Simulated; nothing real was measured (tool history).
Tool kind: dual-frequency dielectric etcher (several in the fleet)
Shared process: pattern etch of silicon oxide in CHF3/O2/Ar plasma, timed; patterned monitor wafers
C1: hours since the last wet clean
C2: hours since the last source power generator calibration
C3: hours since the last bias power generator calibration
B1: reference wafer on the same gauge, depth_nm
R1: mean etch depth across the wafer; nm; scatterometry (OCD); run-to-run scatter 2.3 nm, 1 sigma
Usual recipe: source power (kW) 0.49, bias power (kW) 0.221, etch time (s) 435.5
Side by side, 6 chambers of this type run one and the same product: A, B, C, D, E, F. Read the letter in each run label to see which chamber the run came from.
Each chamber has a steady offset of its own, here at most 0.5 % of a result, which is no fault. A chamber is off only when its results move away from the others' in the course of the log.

{"run": "1C", "hour": 6.7, "source power (kW)": 0.49, "bias power (kW)": 0.221, "etch time (s)": 435.5, "C1": 277, "C2": 408.2, "C3": 1611.3, "B1": 1024.3, "R1": 854.07}
{"run": "2A", "hour": 15.4, "source power (kW)": 0.49, "bias power (kW)": 0.221, "etch time (s)": 435.5, "C1": 186.9, "C2": 228.5, "C3": 527.9, "B1": 1024.9, "R1": 857.72}
{"run": "3F", "hour": 24.0, "source power (kW)": 0.49, "bias power (kW)": 0.221, "etch time (s)": 435.5, "C1": 268, "C2": 981.7, "C3": 377.8, "B1": 1024.3, "R1": 857.78}
{"run": "4D", "hour": 32.9, "source power (kW)": 0.49, "bias power (kW)": 0.221, "etch time (s)": 435.5, "C1": 581.9, "C2": 418.9, "C3": 49.5, "B1": 1023.3, "R1": 858.65}
{"run": "5B", "hour": 40.5, "source power (kW)": 0.49, "bias power (kW)": 0.221, "etch time (s)": 435.5, "C1": 225, "C2": 1089.5, "C3": 1628, "B1": 1024.1, "R1": 860.67}
{"run": "6E", "hour": 46.0, "source power (kW)": 0.49, "bias power (kW)": 0.221, "etch time (s)": 435.5, "C1": 393.5, "C2": 4167.9, "C3": 3088.9, "B1": 1023.3, "R1": 853.4}
{"run": "7F", "hour": 54.2, "source power (kW)": 0.49, "bias power (kW)": 0.221, "etch time (s)": 435.5, "C1": 298.2, "C2": 1011.9, "C3": 408, "B1": 1024.2, "R1": 860.81}
{"hour": 56.5, "done": "chamber D: wet clean of the chamber"}
{"run": "8C", "hour": 59.5, "source power (kW)": 0.49, "bias power (kW)": 0.221, "etch time (s)": 363, "C1": 329.8, "C2": 461, "C3": 1664.1, "B1": 1024.4, "R1": 712.18}
{"run": "9B", "hour": 66.3, "source power (kW)": 0.49, "bias power (kW)": 0.221, "etch time (s)": 363, "C1": 250.8, "C2": 1115.3, "C3": 1653.8, "B1": 1024.1, "R1": 719.44}
{"run": "10A", "hour": 72.0, "source power (kW)": 0.49, "bias power (kW)": 0.221, "etch time (s)": 363, "C1": 243.5, "C2": 285.1, "C3": 584.5, "B1": 1023.5, "R1": 711.69}
{"run": "11D", "hour": 77.0, "source power (kW)": 0.49, "bias power (kW)": 0.221, "etch time (s)": 363, "C1": 20.6, "C2": 463, "C3": 93.6, "B1": 1024.1, "R1": 712.44}
{"run": "12E", "hour": 81.0, "source power (kW)": 0.49, "bias power (kW)": 0.221, "etch time (s)": 363, "C1": 428.5, "C2": 4202.9, "C3": 3123.9, "B1": 1023.7, "R1": 713.58}
{"run": "13E", "hour": 89.6, "source power (kW)": 0.49, "bias power (kW)": 0.221, "etch time (s)": 363, "C1": 437.1, "C2": 4211.5, "C3": 3132.5, "B1": 1024.8, "R1": 713.21}
{"run": "14B", "hour": 94.6, "source power (kW)": 0.49, "bias power (kW)": 0.221, "etch time (s)": 551.5, "C1": 279.1, "C2": 1143.6, "C3": 1682.1, "B1": 1024.5, "R1": 1086.9}
{"run": "15D", "hour": 103.4, "source power (kW)": 0.49, "bias power (kW)": 0.221, "etch time (s)": 551.5, "C1": 47, "C2": 489.4, "C3": 120, "B1": 1023.5, "R1": 1085}
{"hour": 105.6, "done": "chamber C: wet clean of the chamber"}
{"run": "16A", "hour": 107.8, "source power (kW)": 0.49, "bias power (kW)": 0.221, "etch time (s)": 551.5, "C1": 279.3, "C2": 320.9, "C3": 620.3, "B1": 1023.6, "R1": 1089.3}
{"run": "17F", "hour": 113.2, "source power (kW)": 0.49, "bias power (kW)": 0.221, "etch time (s)": 551.5, "C1": 357.2, "C2": 1070.9, "C3": 467, "B1": 1023.6, "R1": 1086.1}
{"run": "18C", "hour": 121.0, "source power (kW)": 0.49, "bias power (kW)": 0.221, "etch time (s)": 551.5, "C1": 15.5, "C2": 522.5, "C3": 1725.6, "B1": 1024.2, "R1": 1101.6}
{"run": "19A", "hour": 126.7, "source power (kW)": 0.49, "bias power (kW)": 0.221, "etch time (s)": 551.5, "C1": 298.2, "C2": 339.8, "C3": 639.2, "B1": 1024.3, "R1": 1091.5}
{"run": "20D", "hour": 131.8, "source power (kW)": 0.49, "bias power (kW)": 0.192, "etch time (s)": 435.5, "C1": 75.4, "C2": 517.8, "C3": 148.4, "B1": 1023.5, "R1": 816.42}
{"run": "21F", "hour": 139.5, "source power (kW)": 0.49, "bias power (kW)": 0.192, "etch time (s)": 435.5, "C1": 383.5, "C2": 1097.2, "C3": 493.3, "B1": 1023.9, "R1": 820.2}
{"run": "22B", "hour": 148.4, "source power (kW)": 0.49, "bias power (kW)": 0.192, "etch time (s)": 435.5, "C1": 332.9, "C2": 1197.4, "C3": 1735.9, "B1": 1024.3, "R1": 821.06}
{"run": "23C", "hour": 154.1, "source power (kW)": 0.49, "bias power (kW)": 0.192, "etch time (s)": 435.5, "C1": 48.6, "C2": 555.6, "C3": 1758.7, "B1": 1023.8, "R1": 830.72}
{"run": "24E", "hour": 161.3, "source power (kW)": 0.49, "bias power (kW)": 0.192, "etch time (s)": 435.5, "C1": 508.8, "C2": 4283.2, "C3": 3204.2, "B1": 1023.9, "R1": 813.58}
{"run": "25B", "hour": 167.1, "source power (kW)": 0.49, "bias power (kW)": 0.192, "etch time (s)": 435.5, "C1": 351.6, "C2": 1216.1, "C3": 1754.6, "B1": 1023.9, "R1": 818.55}
{"hour": 167.9, "done": "chamber E: wet clean of the chamber"}
{"run": "26C", "hour": 174.6, "source power (kW)": 0.49, "bias power (kW)": 0.221, "etch time (s)": 435.5, "C1": 69.1, "C2": 576.1, "C3": 1779.2, "B1": 1023.7, "R1": 870.27}
{"run": "27F", "hour": 179.2, "source power (kW)": 0.49, "bias power (kW)": 0.221, "etch time (s)": 435.5, "C1": 423.2, "C2": 1136.9, "C3": 533, "B1": 1024, "R1": 855.08}
{"run": "28E", "hour": 184.1, "source power (kW)": 0.49, "bias power (kW)": 0.221, "etch time (s)": 435.5, "C1": 16.3, "C2": 4306, "C3": 3227, "B1": 1024.2, "R1": 855.01}
{"run": "29D", "hour": 189.9, "source power (kW)": 0.49, "bias power (kW)": 0.221, "etch time (s)": 435.5, "C1": 133.5, "C2": 575.9, "C3": 206.5, "B1": 1024.1, "R1": 852.49}
{"run": "30A", "hour": 198.9, "source power (kW)": 0.49, "bias power (kW)": 0.196, "etch time (s)": 435.5, "C1": 370.4, "C2": 412, "C3": 711.4, "B1": 1023.6, "R1": 817.32}
{"run": "31E", "hour": 205.7, "source power (kW)": 0.49, "bias power (kW)": 0.196, "etch time (s)": 435.5, "C1": 37.9, "C2": 4327.6, "C3": 3248.6, "B1": 1023.4, "R1": 823.09}
{"run": "32B", "hour": 212.9, "source power (kW)": 0.49, "bias power (kW)": 0.196, "etch time (s)": 435.5, "C1": 397.4, "C2": 1261.9, "C3": 1800.4, "B1": 1023.6, "R1": 823.14}
{"run": "33C", "hour": 218.6, "source power (kW)": 0.49, "bias power (kW)": 0.196, "etch time (s)": 435.5, "C1": 113.1, "C2": 620.1, "C3": 1823.2, "B1": 1023.5, "R1": 834.81}
{"run": "34F", "hour": 225.3, "source power (kW)": 0.49, "bias power (kW)": 0.196, "etch time (s)": 435.5, "C1": 469.3, "C2": 1183, "C3": 579.1, "B1": 1024.5, "R1": 822.79}
{"run": "35D", "hour": 231.5, "source power (kW)": 0.49, "bias power (kW)": 0.196, "etch time (s)": 435.5, "C1": 175.1, "C2": 617.5, "C3": 248.1, "B1": 1024.3, "R1": 822.79}
{"run": "36A", "hour": 235.8, "source power (kW)": 0.49, "bias power (kW)": 0.221, "etch time (s)": 435.5, "C1": 407.3, "C2": 448.9, "C3": 748.3, "B1": 1024, "R1": 858.24}
{"run": "37D", "hour": 240.8, "source power (kW)": 0.49, "bias power (kW)": 0.221, "etch time (s)": 435.5, "C1": 184.4, "C2": 626.8, "C3": 257.4, "B1": 1023.9, "R1": 857.29}
{"run": "38E", "hour": 246.6, "source power (kW)": 0.49, "bias power (kW)": 0.221, "etch time (s)": 435.5, "C1": 78.8, "C2": 4368.5, "C3": 3289.5, "B1": 1024.1, "R1": 854.74}
{"run": "39A", "hour": 252.6, "source power (kW)": 0.49, "bias power (kW)": 0.221, "etch time (s)": 435.5, "C1": 424.1, "C2": 465.7, "C3": 765.1, "B1": 1023.9, "R1": 858.17}
{"run": "40B", "hour": 260.9, "source power (kW)": 0.49, "bias power (kW)": 0.221, "etch time (s)": 435.5, "C1": 445.4, "C2": 1309.9, "C3": 1848.4, "B1": 1023.9, "R1": 857.47}

Read the log: is a single chamber off, either drifting away or since a service, is the gauge that measures every chamber drifting, or is nothing wrong beyond small per-chamber offsets? Name any odd chamber and what most likely caused it.

A service left chamber C off against the others.
Likeliest cause: etch rate over this chamber's usual, % = 2.19.

Below are 4 candidate recipes for chamber C's next run, each the usual settings with a change, their results shown as question marks. Which of them brings C's results back in line with what the other chambers give on the usual settings?
Counts as in line when no further than this from what the other chambers average on the usual settings: R1 8 nm
{"run": "41C-1", "hour": 267.4, "source power (kW)": 0.49, "bias power (kW)": 0.223, "etch time (s)": 448, "R1": "?"}
{"run": "41C-2", "hour": 267.4, "source power (kW)": 0.49, "bias power (kW)": 0.221, "etch time (s)": 429.5, "R1": "?"}
{"run": "41C-3", "hour": 267.4, "source power (kW)": 0.49, "bias power (kW)": 0.222, "etch time (s)": 441, "R1": "?"}
{"run": "41C-4", "hour": 267.4, "source power (kW)": 0.49, "bias power (kW)": 0.219, "etch time (s)": 423, "R1": "?"}

The mean the other chambers reach with the usual settings: R1 857.7 nm
run=41C-1 R1=898.72
run=41C-2 R1=858.84
run=41C-3 R1=883.26
run=41C-4 R1=843.11
The answer is 41C-2, which returns the chamber to within the allowed miss of the others.
